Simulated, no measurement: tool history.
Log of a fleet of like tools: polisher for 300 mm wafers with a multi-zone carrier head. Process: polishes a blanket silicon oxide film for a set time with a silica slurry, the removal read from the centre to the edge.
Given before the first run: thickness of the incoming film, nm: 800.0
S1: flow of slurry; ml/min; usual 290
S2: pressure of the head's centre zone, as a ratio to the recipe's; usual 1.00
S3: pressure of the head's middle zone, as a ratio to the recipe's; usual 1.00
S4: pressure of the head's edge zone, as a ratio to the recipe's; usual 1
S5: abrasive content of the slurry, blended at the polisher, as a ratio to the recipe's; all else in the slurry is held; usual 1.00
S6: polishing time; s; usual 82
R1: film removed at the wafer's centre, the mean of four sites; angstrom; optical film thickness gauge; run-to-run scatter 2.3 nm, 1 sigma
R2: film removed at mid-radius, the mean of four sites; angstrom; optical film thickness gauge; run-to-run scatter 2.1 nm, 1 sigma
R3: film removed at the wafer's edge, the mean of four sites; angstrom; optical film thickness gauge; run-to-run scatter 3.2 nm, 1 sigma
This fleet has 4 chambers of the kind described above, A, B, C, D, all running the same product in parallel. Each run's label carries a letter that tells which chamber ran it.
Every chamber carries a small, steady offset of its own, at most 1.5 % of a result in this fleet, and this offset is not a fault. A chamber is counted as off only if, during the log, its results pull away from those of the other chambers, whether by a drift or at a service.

run	hour	S1	S2	S3	S4	S5	S6	R1	R2	R3
1B	10.7	290	1.00	1.00	1	1.00	82	2560.3	2513.7	2518.0
2C	20.5	290	1.00	1.00	1	1.00	82	2521.5	2558.0	2565.0
3A	28.6	290	1.00	1.00	1	1.00	82	2546.7	2505.1	2550.7
4D	37.3	290	1.00	1.00	1	1.00	82	2505.4	2542.1	2495.3
# hour 39.9: chamber D: worn pad replaced by a new one
5C	49.0	290	1.00	1.00	1	1.00	82	2515.5	2533.3	2492.8
# hour 50.4: chamber A: worn pad replaced by a new one
6A	54.8	290	1.00	1.00	1	1.00	82	2481.9	2510.7	2572.8
7B	65.7	290	1.00	1.00	1	1.00	82	2566.4	2567.6	2526.3
# hour 71.6: chamber C: worn pad replaced by a new one
# hour 72.0: chamber B: worn pad replaced by a new one
8D	76.0	290	1.08	1.00	1	1.00	82	2811.7	2494.8	2621.2
9B	83.2	290	1.08	1.00	1	1.00	82	2802.4	2512.6	2580.7
10C	93.9	290	1.08	1.00	1	1.00	82	2721.0	2557.6	2476.6
# hour 103.0: chamber D: worn pad replaced by a new one
11A	105.1	290	1.08	1.00	1	1.00	82	2747.2	2511.4	2647.1
# hour 107.2: chamber C: edge zone pressure recalibrated
12D	112.5	290	1.00	1.00	1	1.00	82	2488.8	2551.9	2605.9
# hour 117.8: chamber A: centre zone pressure recalibrated
# hour 118.0: chamber A: worn pad replaced by a new one
# hour 120.8: chamber C: centre zone pressure recalibrated
13D	124.8	290	1.00	1.06	1	1.00	82	2539.4	2651.0	2545.1
# hour 132.7: chamber B: slurry nozzle cleaned
14A	134.1	290	1.00	1.06	1	1.00	82	2512.8	2624.2	2603.7
15C	143.4	290	1.00	1.06	1	1.00	82	2354.0	2683.9	2475.5
16B	154.6	290	1.00	1.06	1	1.00	82	2552.5	2652.8	2591.9
# hour 156.6: chamber D: worn pad replaced by a new one
17C	160.4	290	1.00	1.00	1	1.00	82	2301.8	2515.6	2525.5
# hour 161.9: chamber C: worn pad replaced by a new one
# hour 164.4: chamber B: worn pad replaced by a new one
18A	170.8	290	1.00	1.00	1	1.00	82	2497.4	2529.2	2571.6
# hour 178.5: chamber A: worn pad replaced by a new one
19B	182.5	290	1.00	1.00	1	1.00	82	2525.0	2540.3	2571.5
20D	194.0	220	1.00	1.00	1	0.80	82	2176.9	2151.9	2245.5
21D	201.8	220	1.00	1.00	1	0.80	82	2183.6	2200.0	2180.6
# hour 212.2: chamber D: worn pad replaced by a new one
22A	213.8	220	1.00	1.00	1	0.80	82	2188.2	2174.4	2255.6
23C	219.7	220	1.00	1.00	1	0.80	82	2043.2	2196.1	2270.1
24B	230.9	290	1.00	1.00	1	1.00	82	2515.7	2541.7	2518.7
25C	236.4	290	1.00	1.00	1	1.00	82	2361.3	2549.6	2560.2
# hour 237.0: chamber A: worn pad replaced by a new one
26B	247.4	290	1.00	1.00	1	1.00	82	2491.0	2539.4	2563.8
27D	259.8	290	1.00	1.00	1	1.00	82	2527.8	2527.2	2507.9
# hour 264.0: chamber D: worn pad replaced by a new one
# hour 264.3: chamber B: worn pad replaced by a new one
28A	266.5	290	1.00	1.00	1	1.00	82	2519.2	2502.5	2575.7
# hour 272.7: chamber B: edge zone pressure recalibrated
29D	272.9	290	1.00	1.07	1	1.15	82	2693.2	2860.5	2711.2
30B	283.6	290	1.00	1.07	1	1.15	82	2720.8	2876.2	2631.1
31A	294.2	290	1.00	1.07	1	1.15	82	2714.4	2871.4	2792.6

All 4 chambers run these settings next. Forecast each chamber's results:
32A	303.3	350	1.00	1.00	1	1.00	82	?	?	?
32B	303.3	350	1.00	1.00	1	1.00	82	?	?	?
32C	303.3	350	1.00	1.00	1	1.00	82	?	?	?
32D	303.3	350	1.00	1.00	1	1.00	82	?	?	?

run	R1	R2	R3
32A	2562.1	2584.7	2530.4
32B	2545.4	2587.6	2544.1
32C	2378.8	2583.6	2565.0
32D	2600.2	2584.4	2485.9

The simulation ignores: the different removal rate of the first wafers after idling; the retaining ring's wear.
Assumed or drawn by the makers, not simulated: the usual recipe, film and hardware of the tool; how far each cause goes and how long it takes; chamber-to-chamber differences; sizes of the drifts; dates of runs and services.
